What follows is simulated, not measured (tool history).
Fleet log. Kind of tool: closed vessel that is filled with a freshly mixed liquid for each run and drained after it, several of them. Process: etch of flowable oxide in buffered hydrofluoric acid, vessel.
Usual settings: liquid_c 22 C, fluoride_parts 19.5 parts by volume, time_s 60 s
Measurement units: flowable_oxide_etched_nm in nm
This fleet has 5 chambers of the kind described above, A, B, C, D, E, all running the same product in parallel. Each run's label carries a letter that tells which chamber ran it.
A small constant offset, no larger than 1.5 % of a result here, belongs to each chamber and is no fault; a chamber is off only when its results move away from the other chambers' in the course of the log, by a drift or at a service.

| run | hour | liquid_c | fluoride_parts | time_s | hours since the thermometer was replaced | hours since the hydrofluoric acid flow meter was replaced | read-back film thickness of the flowable oxide reference wafer, read on the same gauge (nm) | flowable_oxide_etched_nm |
|---|---|---|---|---|---|---|---|---|
| 1E | 7.6 | 22 | 19.5 | 60 | 538.8 | 1047.2 | 100.010 | 77.200 |
| 2A | 14.8 | 22 | 19.5 | 60 | 1054.4 | 1320.7 | 100.010 | 76.974 |
| 3C | 19.2 | 22 | 19.5 | 60 | 807.7 | 274.6 | 100.040 | 76.806 |
| 4B | 24.1 | 22 | 19.5 | 60 | 1287.3 | 65.1 | 99.993 | 76.917 |
| 5D | 30.5 | 22 | 19.5 | 60 | 163.5 | 2075.0 | 100.020 | 75.775 |
| 6B | 37.8 | 22 | 19.5 | 60 | 1301.0 | 78.8 | 100.000 | 77.505 |
| 7E | 44.2 | 22 | 19.5 | 60 | 575.4 | 1083.8 | 99.965 | 78.588 |
| 8A | 48.3 | 22 | 19.5 | 60 | 1087.9 | 1354.2 | 100.030 | 77.250 |
| 9C | 56.0 | 22 | 19.5 | 60 | 844.5 | 311.4 | 99.981 | 76.965 |
| 10D | 62.1 | 22 | 19.5 | 60 | 195.1 | 2106.6 | 100.010 | 75.084 |
| 11B | 67.2 | 22 | 19.5 | 60 | 1330.4 | 108.2 | 100.020 | 77.837 |
| 12C | 71.0 | 22 | 19.5 | 45 | 859.5 | 326.4 | 99.963 | 59.126 |
| 13E | 76.9 | 22 | 19.5 | 45 | 608.1 | 1116.5 | 99.979 | 58.046 |
| 14D | 84.6 | 22 | 19.5 | 45 | 217.6 | 2129.1 | 100.000 | 56.842 |
| 15A | 89.6 | 22 | 19.5 | 45 | 1129.2 | 1395.5 | 99.998 | 57.240 |
| 16B | 93.5 | 22 | 19.5 | 45 | 1356.7 | 134.5 | 100.010 | 57.682 |
| 17A | 99.9 | 22 | 19.5 | 60 | 1139.5 | 1405.8 | 99.991 | 77.460 |
| 18C | 105.6 | 19 | 23.5 | 60 | 894.1 | 361.0 | 99.997 | 60.426 |
| 19D | 109.6 | 19 | 23.5 | 60 | 242.6 | 2154.1 | 99.999 | 55.416 |
| 20E | 116.3 | 19 | 23.5 | 60 | 647.5 | 1155.9 | 99.985 | 57.151 |
| 21C | 123.4 | 19 | 23.5 | 60 | 911.9 | 378.8 | 100.020 | 61.326 |
| 22A | 126.8 | 19 | 23.5 | 60 | 1166.4 | 1432.7 | 99.988 | 56.933 |
| 23B | 132.0 | 22 | 19.5 | 60 | 1395.2 | 173.0 | 100.010 | 76.132 |
| 24E | 138.6 | 22 | 19.5 | 60 | 669.8 | 1178.2 | 99.985 | 78.024 |
| 25D | 142.4 | 22 | 19.5 | 60 | 275.4 | 2186.9 | 100.030 | 75.640 |
| 26D | 150.0 | 22 | 19.5 | 60 | 283.0 | 2194.5 | 100.030 | 75.297 |
| 27A | 155.8 | 22 | 19.5 | 60 | 1195.4 | 1461.7 | 100.030 | 77.032 |
| 28C | 163.2 | 22 | 19.5 | 60 | 951.7 | 418.6 | 100.020 | 83.780 |
| 29E | 170.9 | 22 | 19.5 | 60 | 702.1 | 1210.5 | 100.020 | 78.037 |
| 30B | 175.3 | 22 | 19.5 | 60 | 1438.5 | 216.3 | 100.000 | 77.545 |
| 31E | 181.9 | 22 | 19.5 | 60 | 713.1 | 1221.5 | 100.020 | 78.395 |

The same settings go to every chamber for the next run, one line per chamber below. Forecast the results for each:
| 32A | 187.4 | 22 | 19.5 | 60 |  |  |  | ? |
| 32B | 187.4 | 22 | 19.5 | 60 |  |  |  | ? |
| 32C | 187.4 | 22 | 19.5 | 60 |  |  |  | ? |
| 32D | 187.4 | 22 | 19.5 | 60 |  |  |  | ? |
| 32E | 187.4 | 22 | 19.5 | 60 |  |  |  | ? |

| run | flowable_oxide_etched_nm |
|---|---|
| 32A | 76.181 |
| 32B | 77.048 |
| 32C | 86.533 |
| 32D | 75.412 |
| 32E | 77.523 |
